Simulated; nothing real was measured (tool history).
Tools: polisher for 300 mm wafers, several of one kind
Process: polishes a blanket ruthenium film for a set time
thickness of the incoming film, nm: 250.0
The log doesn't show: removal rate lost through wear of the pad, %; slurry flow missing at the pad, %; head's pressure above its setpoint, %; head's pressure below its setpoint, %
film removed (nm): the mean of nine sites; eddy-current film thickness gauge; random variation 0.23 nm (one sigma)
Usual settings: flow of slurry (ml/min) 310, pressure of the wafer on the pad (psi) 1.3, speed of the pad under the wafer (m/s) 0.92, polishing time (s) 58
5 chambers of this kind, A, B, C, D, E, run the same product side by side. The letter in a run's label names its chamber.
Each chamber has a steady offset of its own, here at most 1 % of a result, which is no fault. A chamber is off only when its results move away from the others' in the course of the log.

run,hour,flow of slurry (ml/min),pressure of the wafer on the pad (psi),speed of the pad under the wafer (m/s),polishing time (s),wafers polished on this pad,hours since the slurry nozzle was cleaned,hours since the head pressure was calibrated,film removed (nm)
# hour 2.3: chamber A: worn pad replaced by a new one
1B,12.1,310,1.3,0.92,58,470,196.9,623.2,34.282
# hour 19.1: chamber E: worn pad replaced by a new one
2C,20.4,310,1.3,0.92,58,419,402.4,583.1,34.4
# hour 23.4: chamber C: head pressure recalibrated
3D,31.3,310,1.3,0.92,58,658,106.8,824.4,34.971
4E,42.3,310,1.3,0.92,58,302,341.4,371,34.418
# hour 42.7: chamber B: worn pad replaced by a new one
5A,50.9,310,1.3,0.92,58,633,167.7,776.4,35.126
6B,58.9,310,1.3,0.92,58,211,243.7,670,34.781
# hour 66.5: chamber A: worn pad replaced by a new one
7D,71.6,310,1.3,0.92,58,1182,147.1,864.7,34.87
# hour 73.3: chamber D: worn pad replaced by a new one
8A,79.8,410,1.3,0.92,58,173,196.6,805.3,35.401
9C,91.1,410,1.3,0.92,58,1339,473.1,67.8,35.269
10E,99.5,410,1.3,0.92,58,1047,398.6,428.2,35.584
# hour 101.1: chamber C: worn pad replaced by a new one
# hour 109.7: chamber B: worn pad replaced by a new one
11D,112,410,1.3,0.92,58,503,187.5,905.1,35.405
12E,122.7,410,1.3,0.92,58,1349,421.8,451.4,35.905
13B,133.8,310,1.3,0.92,58,314,318.6,744.9,34.589
# hour 135.1: chamber A: worn pad replaced by a new one
# hour 137.5: chamber E: worn pad replaced by a new one
14C,145.6,310,1.3,0.92,58,580,527.6,122.3,34.372
# hour 149.4: chamber D: head pressure recalibrated
15A,155.6,310,1.3,0.92,58,267,272.4,881.1,34.865
# hour 164.4: chamber D: worn pad replaced by a new one
16D,165.8,310,1.3,0.92,58,18,241.3,16.4,32.253
# hour 171.6: chamber B: worn pad replaced by a new one
17E,173.4,310,1.3,0.92,58,468,472.5,502.1,35.006
18B,180.9,310,1.3,0.92,58,122,365.7,792,34.283
19A,189,310,1.3,0.92,58,702,305.8,914.5,34.986
20C,198.9,310,1.3,0.92,58,1274,580.9,175.6,34.65
# hour 202.3: chamber A: worn pad replaced by a new one
21C,206.2,255,1.3,0.92,67,1369,588.2,182.9,39.114
22B,214.3,255,1.3,0.92,67,556,399.1,825.4,39.117
# hour 216.8: chamber C: worn pad replaced by a new one
23D,220,255,1.3,0.92,67,724,295.5,70.6,36.583
24A,226.8,255,1.3,0.92,67,319,343.6,952.3,39.315
# hour 231.2: chamber B: worn pad replaced by a new one
25E,237.8,255,1.3,0.92,67,1306,536.9,566.5,39.301
# hour 238.3: chamber B: slurry nozzle cleaned
# hour 246.3: chamber D: worn pad replaced by a new one
26B,248.6,310,1.3,0.92,58,227,10.3,859.7,34.97
# hour 252: chamber E: worn pad replaced by a new one
27E,259.9,310,1.3,0.92,58,103,559,588.6,35.143
28C,269.5,310,1.3,0.92,58,686,651.5,246.2,34.535
# hour 271.9: chamber A: worn pad replaced by a new one
29A,279.3,310,1.3,0.92,58,96,396.1,1004.8,34.94
30D,289.6,310,1.3,0.64,58,564,365.1,140.2,22.446
# hour 297.7: chamber B: worn pad replaced by a new one
31B,298.2,310,1.3,0.64,58,7,59.9,909.3,24.156
32E,306.9,310,1.3,0.64,58,715,606,635.6,24.089

Next, every chamber runs the same settings. What will each give?
33A,316,310,1.3,0.92,49,,,,?
33B,316,310,1.3,0.92,49,,,,?
33C,316,310,1.3,0.92,49,,,,?
33D,316,310,1.3,0.92,49,,,,?
33E,316,310,1.3,0.92,49,,,,?

run,film removed (nm)
33A,29.594
33B,29.09
33C,29.2
33D,27.422
33E,29.648

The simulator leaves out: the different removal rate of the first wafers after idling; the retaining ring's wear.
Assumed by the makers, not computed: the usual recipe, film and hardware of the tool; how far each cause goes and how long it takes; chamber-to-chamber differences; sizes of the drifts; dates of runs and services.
